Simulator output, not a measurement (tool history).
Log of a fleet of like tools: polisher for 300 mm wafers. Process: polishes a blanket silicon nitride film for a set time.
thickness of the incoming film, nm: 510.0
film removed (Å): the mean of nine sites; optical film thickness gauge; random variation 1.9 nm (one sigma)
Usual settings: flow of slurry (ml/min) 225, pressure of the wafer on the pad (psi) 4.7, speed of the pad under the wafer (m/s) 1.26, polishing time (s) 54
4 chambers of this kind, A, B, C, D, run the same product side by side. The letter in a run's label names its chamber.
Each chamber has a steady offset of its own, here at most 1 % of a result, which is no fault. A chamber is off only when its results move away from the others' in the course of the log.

| run | day | flow of slurry (ml/min) | pressure of the wafer on the pad (psi) | speed of the pad under the wafer (m/s) | polishing time (s) | film removed (Å) |
|---|---|---|---|---|---|---|
| 1D | 0.229 | 225 | 4.7 | 1.26 | 54 | 1280.9 |
| 2C | 0.462 | 225 | 4.7 | 1.26 | 54 | 1321.8 |
|  | 0.696 | chamber D: worn pad replaced by a new one |
| 3B | 0.738 | 225 | 4.7 | 1.26 | 54 | 1402.6 |
|  | 0.921 | chamber B: worn pad replaced by a new one |
| 4A | 0.933 | 225 | 4.7 | 1.26 | 54 | 1320.5 |
| 5A | 1.088 | 225 | 4.7 | 1.26 | 54 | 1306.6 |
| 6C | 1.338 | 225 | 4.7 | 1.26 | 54 | 1311.2 |
| 7D | 1.562 | 225 | 4.7 | 1.26 | 54 | 1340.7 |
| 8B | 1.796 | 225 | 4.7 | 1.26 | 54 | 1394.3 |
|  | 2.017 | chamber A: worn pad replaced by a new one |
|  | 2.075 | chamber C: slurry nozzle cleaned |
| 9A | 2.092 | 225 | 4.7 | 1.26 | 54 | 1357.8 |
| 10B | 2.254 | 225 | 4.7 | 1.26 | 54 | 1395 |
| 11D | 2.425 | 265 | 4.7 | 1.26 | 61 | 1538.6 |
| 12C | 2.6 | 265 | 4.7 | 1.26 | 61 | 1500.3 |
| 13C | 2.783 | 265 | 4.7 | 1.26 | 61 | 1518.6 |
| 14B | 2.946 | 265 | 4.7 | 1.26 | 61 | 1611.5 |
| 15A | 3.133 | 195 | 3.1 | 1.26 | 54 | 865.15 |
|  | 3.296 | chamber C: worn pad replaced by a new one |
| 16D | 3.325 | 195 | 3.1 | 1.26 | 54 | 889.3 |
| 17D | 3.546 | 195 | 3.1 | 1.26 | 54 | 869.6 |
|  | 3.629 | chamber D: worn pad replaced by a new one |
| 18C | 3.862 | 195 | 3.1 | 1.26 | 54 | 840.3 |
|  | 3.888 | chamber B: worn pad replaced by a new one |
| 19A | 4.038 | 225 | 5.5 | 1.26 | 54 | 1574.6 |
| 20B | 4.192 | 225 | 5.5 | 1.26 | 54 | 1659.2 |
| 21B | 4.512 | 225 | 5.5 | 1.26 | 54 | 1673.5 |
| 22D | 4.708 | 225 | 5.5 | 1.26 | 54 | 1531.9 |
| 23A | 5 | 225 | 4.7 | 1.26 | 54 | 1313.5 |
| 24C | 5.271 | 225 | 4.7 | 1.26 | 54 | 1331.8 |
| 25B | 5.525 | 270 | 4.7 | 0.98 | 54 | 1219 |

Is one chamber off against the others, does the gauge drift, or is nothing wrong? If a chamber is off, say which, and what the likeliest cause is.

Chamber B drifts away from the others.
Cause: head's pressure above its setpoint, % = 9.82.

Here are 4 candidates for chamber B's next run, each the usual settings with a change, their results left as question marks. Which one brings its results back in line with what the others give on the usual settings?
In line means no further than this from the other chambers' mean on the usual settings: film removed (Å) 66
| 26B-1 | 5.762 | 225 | 4.7 | 1.18 | 50 | ? |
| 26B-2 | 5.762 | 225 | 4.3 | 1.18 | 50 | ? |
| 26B-3 | 5.762 | 225 | 5.2 | 1.26 | 54 | ? |
| 26B-4 | 5.762 | 225 | 4.7 | 1.64 | 54 | ? |

The other chambers' mean on the usual settings: film removed (Å) 1323.9
| run | film removed (Å) |
|---|---|
| 26B-1 | 1313.2 |
| 26B-2 | 1200.4 |
| 26B-3 | 1656.5 |
| 26B-4 | 1852.2 |
26B-1 brings the chamber back in line.

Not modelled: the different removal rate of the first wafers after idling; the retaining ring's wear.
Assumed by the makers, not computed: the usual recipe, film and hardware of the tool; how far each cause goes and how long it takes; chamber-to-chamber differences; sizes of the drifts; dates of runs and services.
